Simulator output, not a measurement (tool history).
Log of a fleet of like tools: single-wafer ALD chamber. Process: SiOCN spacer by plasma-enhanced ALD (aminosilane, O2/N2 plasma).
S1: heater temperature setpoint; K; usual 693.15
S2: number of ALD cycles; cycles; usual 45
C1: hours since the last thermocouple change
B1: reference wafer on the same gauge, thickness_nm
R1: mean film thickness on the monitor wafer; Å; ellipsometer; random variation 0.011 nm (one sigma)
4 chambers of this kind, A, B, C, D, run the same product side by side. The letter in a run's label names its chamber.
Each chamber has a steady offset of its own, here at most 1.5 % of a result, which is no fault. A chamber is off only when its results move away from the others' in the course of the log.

Run 1D, day 0.188: usual settings; C1 1874.5; B1 2.3424. Result: R1 25.338 Å.
Run 2C, day 0.483: usual settings; C1 779.5; B1 2.3378. Result: R1 25.556 Å.
Run 3B, day 0.683: usual settings; C1 112.1; B1 2.3379. Result: R1 25.456 Å.
Run 4A, day 0.992: usual settings; C1 192.2; B1 2.3408. Result: R1 25.521 Å.
Run 5D, day 1.300: usual settings; C1 1901.2; B1 2.3403. Result: R1 25.242 Å.
Run 6C, day 1.654: usual settings but S1 705.15 K, S2 49 cycles; C1 807.6; B1 2.3411. Result: R1 26.744 Å.
Run 7B, day 1.829: usual settings but S1 705.15 K, S2 49 cycles; C1 139.6; B1 2.3398. Result: R1 26.663 Å.
Run 8A, day 2.079: usual settings but S1 705.15 K, S2 49 cycles; C1 218.3; B1 2.3393. Result: R1 26.785 Å.
Run 9C, day 2.325: usual settings but S1 705.15 K, S2 49 cycles; C1 823.7; B1 2.3390. Result: R1 26.852 Å.
Run 10A, day 2.704: usual settings but S1 706.15 K, S2 48 cycles; C1 233.3; B1 2.3392. Result: R1 26.278 Å.
Run 11D, day 2.888: usual settings but S1 706.15 K, S2 48 cycles; C1 1939.3; B1 2.3404. Result: R1 25.855 Å.
Run 12B, day 3.233: usual settings but S1 706.15 K, S2 48 cycles; C1 173.3; B1 2.3361. Result: R1 26.231 Å.
Run 13A, day 3.496: usual settings but S1 706.15 K, S2 48 cycles; C1 252.3; B1 2.3419. Result: R1 26.085 Å.
Run 14B, day 3.838: usual settings but S2 38 cycles; C1 187.8; B1 2.3426. Result: R1 21.589 Å.
Run 15D, day 4.154: usual settings but S2 38 cycles; C1 1969.7; B1 2.3381. Result: R1 21.217 Å.
Run 16C, day 4.333: usual settings but S2 38 cycles; C1 871.9; B1 2.3420. Result: R1 21.554 Å.
Run 17D, day 4.667: usual settings but S2 38 cycles; C1 1982.0; B1 2.3433. Result: R1 21.351 Å.
Run 18A, day 4.938: usual settings; C1 286.9; B1 2.3423. Result: R1 25.490 Å.
Run 19B, day 5.171: usual settings; C1 219.8; B1 2.3377. Result: R1 25.632 Å.
Run 20C, day 5.483: usual settings; C1 899.5; B1 2.3396. Result: R1 25.514 Å.
Run 21C, day 5.692: usual settings; C1 904.5; B1 2.3418. Result: R1 25.582 Å.
Run 22D, day 5.900: usual settings; C1 2011.6; B1 2.3400. Result: R1 25.240 Å.
Run 23A, day 6.100: usual settings; C1 314.8; B1 2.3415. Result: R1 25.655 Å.
Run 24B, day 6.417: usual settings but S1 682.15 K, S2 39 cycles; C1 249.7; B1 2.3395. Result: R1 22.918 Å.
Run 25B, day 6.608: usual settings but S1 682.15 K, S2 39 cycles; C1 254.3; B1 2.3385. Result: R1 22.866 Å.
Run 26D, day 6.779: usual settings but S1 682.15 K, S2 39 cycles; C1 2032.7; B1 2.3410. Result: R1 22.493 Å.
Run 27A, day 7.025: usual settings but S1 682.15 K, S2 39 cycles; C1 337.0; B1 2.3424. Result: R1 22.915 Å.
Run 28C, day 7.383: usual settings; C1 945.1; B1 2.3409. Result: R1 25.518 Å.
Run 29B, day 7.625: usual settings; C1 278.7; B1 2.3384. Result: R1 25.665 Å.
Run 30D, day 7.988: usual settings; C1 2061.7; B1 2.3405. Result: R1 25.183 Å.
Run 31C, day 8.167: usual settings; C1 963.9; B1 2.3416. Result: R1 25.575 Å.
Run 32A, day 8.379: usual settings; C1 369.5; B1 2.3392. Result: R1 25.605 Å.
Run 33C, day 8.762: usual settings; C1 978.2; B1 2.3405. Result: R1 25.560 Å.
Run 34B, day 9.046: usual settings; C1 312.8; B1 2.3405. Result: R1 25.377 Å.
Run 35A, day 9.425: usual settings but S1 684.15 K, S2 40 cycles; C1 394.6; B1 2.3390. Result: R1 23.245 Å.
Run 36D, day 9.667: usual settings but S1 684.15 K, S2 40 cycles; C1 2102.0; B1 2.3389. Result: R1 22.910 Å.
Run 37A, day 10.021: usual settings but S1 684.15 K, S2 40 cycles; C1 408.9; B1 2.3438. Result: R1 23.316 Å.
Run 38B, day 10.288: usual settings but S1 684.15 K, S2 40 cycles; C1 342.6; B1 2.3414. Result: R1 23.555 Å.
Run 39C, day 10.658: usual settings; C1 1023.7; B1 2.3386. Result: R1 25.493 Å.

Next, every chamber runs the same settings. What will each give?
Run 40A, day 10.938: usual settings but S1 703.15 K. Result: R1 ?.
Run 40B, day 10.938: usual settings but S1 703.15 K. Result: R1 ?.
Run 40C, day 10.938: usual settings but S1 703.15 K. Result: R1 ?.
Run 40D, day 10.938: usual settings but S1 703.15 K. Result: R1 ?.

run      R1
40A  24.855
40B  24.730
40C  24.756
40D  24.292
